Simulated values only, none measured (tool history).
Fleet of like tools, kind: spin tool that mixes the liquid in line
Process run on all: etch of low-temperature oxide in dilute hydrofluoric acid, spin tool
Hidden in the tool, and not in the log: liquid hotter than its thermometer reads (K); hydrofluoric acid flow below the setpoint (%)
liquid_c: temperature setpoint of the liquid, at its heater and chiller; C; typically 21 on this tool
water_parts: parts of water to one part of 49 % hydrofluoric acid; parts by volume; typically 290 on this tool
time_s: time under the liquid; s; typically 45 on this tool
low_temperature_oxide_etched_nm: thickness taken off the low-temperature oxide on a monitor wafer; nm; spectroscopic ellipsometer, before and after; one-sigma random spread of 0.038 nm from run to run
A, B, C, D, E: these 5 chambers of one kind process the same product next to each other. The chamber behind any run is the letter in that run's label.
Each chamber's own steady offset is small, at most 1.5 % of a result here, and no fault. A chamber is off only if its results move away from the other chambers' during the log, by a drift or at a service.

run,day,liquid_c,water_parts,time_s,hours since the thermometer was replaced,hours since the hydrofluoric acid flow meter was replaced,"read-back film thickness of the low-temperature oxide reference wafer, read on the same gauge (nm)",low_temperature_oxide_etched_nm
1C,0.338,21,290,45,442.2,631.7,40.025,3.9406
2D,0.554,21,290,45,1828.2,370.0,39.973,4.0634
3A,0.900,21,290,45,562.6,510.6,40.022,4.0691
4E,1.096,21,290,45,81.1,498.0,40.002,3.9377
5B,1.267,21,290,45,498.7,1922.8,40.020,3.9874
6D,1.533,17,290,30,1851.7,393.5,39.978,2.3089
7E,1.696,17,290,30,95.5,512.4,39.999,2.2984
# day 1.867: chamber A: thermometer replaced
8B,1.892,17,290,30,513.7,1937.8,40.031,2.2658
9A,2.167,17,290,30,7.2,541.0,39.982,2.3302
10C,2.362,17,290,30,490.8,680.3,39.991,2.2853
11A,2.696,21,290,45,19.9,553.7,39.989,4.0799
12E,2.938,21,290,45,125.3,542.2,39.997,3.9095
13D,3.279,21,290,45,1893.6,435.4,39.988,3.8950
14B,3.550,21,290,45,553.5,1977.6,39.970,3.9138
15C,3.738,21,290,45,523.8,713.3,39.966,3.9507
16D,3.958,21,290,45,1909.9,451.7,40.007,3.9427
17E,4.208,21,290,45,155.8,572.7,39.964,3.9007
18C,4.375,21,290,45,539.1,728.6,39.976,4.0156
19B,4.704,21,290,45,581.2,2005.3,40.004,4.0130
20A,5.050,21,290,45,76.4,610.2,40.016,4.0992
21E,5.312,21,290,45,182.3,599.2,39.988,4.0501
22C,5.604,21,290,45,568.6,758.1,39.980,3.9493
23D,5.779,21,390,55,1953.6,495.4,39.981,3.2444
24A,5.979,21,390,55,98.7,632.5,39.973,3.3750
25B,6.258,21,390,55,618.5,2042.6,39.991,3.3043
26E,6.529,21,390,55,211.5,628.4,39.978,3.2720
27B,6.875,21,390,55,633.3,2057.4,40.014,3.3095
28C,7.142,21,290,45,605.5,795.0,40.005,4.0500
29A,7.338,21,290,45,131.3,665.1,39.977,4.0763
30D,7.562,21,290,45,1996.4,538.2,40.010,3.7049
31D,7.883,21,290,45,2004.1,545.9,40.017,3.7275
32B,8.112,21,290,45,663.0,2087.1,40.024,4.0022
33C,8.367,21,290,45,634.9,824.4,39.958,3.9597
34A,8.679,21,290,45,163.5,697.3,40.011,4.1101
35E,8.892,21,290,45,268.2,685.1,39.971,4.0205

Has any chamber moved away from the others, gradually or after a service, or does the common gauge drift, or do the chambers differ only by their own small steady offsets? State the chamber and the most likely cause if one applies.

It is chamber D that slowly wanders off from its peers.
Most likely cause: hydrofluoric acid flow below the setpoint (%) = 8.08.
With only this log, it may be confused with: liquid colder than its thermometer reads (K).

Here are 4 candidates for chamber D's next run, each the usual settings with a change, their results left as question marks. Which one brings its results back in line with what the others give on the usual settings?
A result is in line if it is within this distance of the other chambers' mean on the usual settings: low_temperature_oxide_etched_nm 0.1300 nm
36D-1,9.138,21,270,50,,,,?
36D-2,9.138,21,270,45,,,,?
36D-3,9.138,21,335,45,,,,?
36D-4,9.138,21,310,45,,,,?

Usual-settings mean across the other chambers: low_temperature_oxide_etched_nm 3.9948 nm
run,low_temperature_oxide_etched_nm
36D-1,4.4294
36D-2,3.9865
36D-3,3.0240
36D-4,3.3439
The answer is 36D-2, which returns the chamber to within the allowed miss of the others.

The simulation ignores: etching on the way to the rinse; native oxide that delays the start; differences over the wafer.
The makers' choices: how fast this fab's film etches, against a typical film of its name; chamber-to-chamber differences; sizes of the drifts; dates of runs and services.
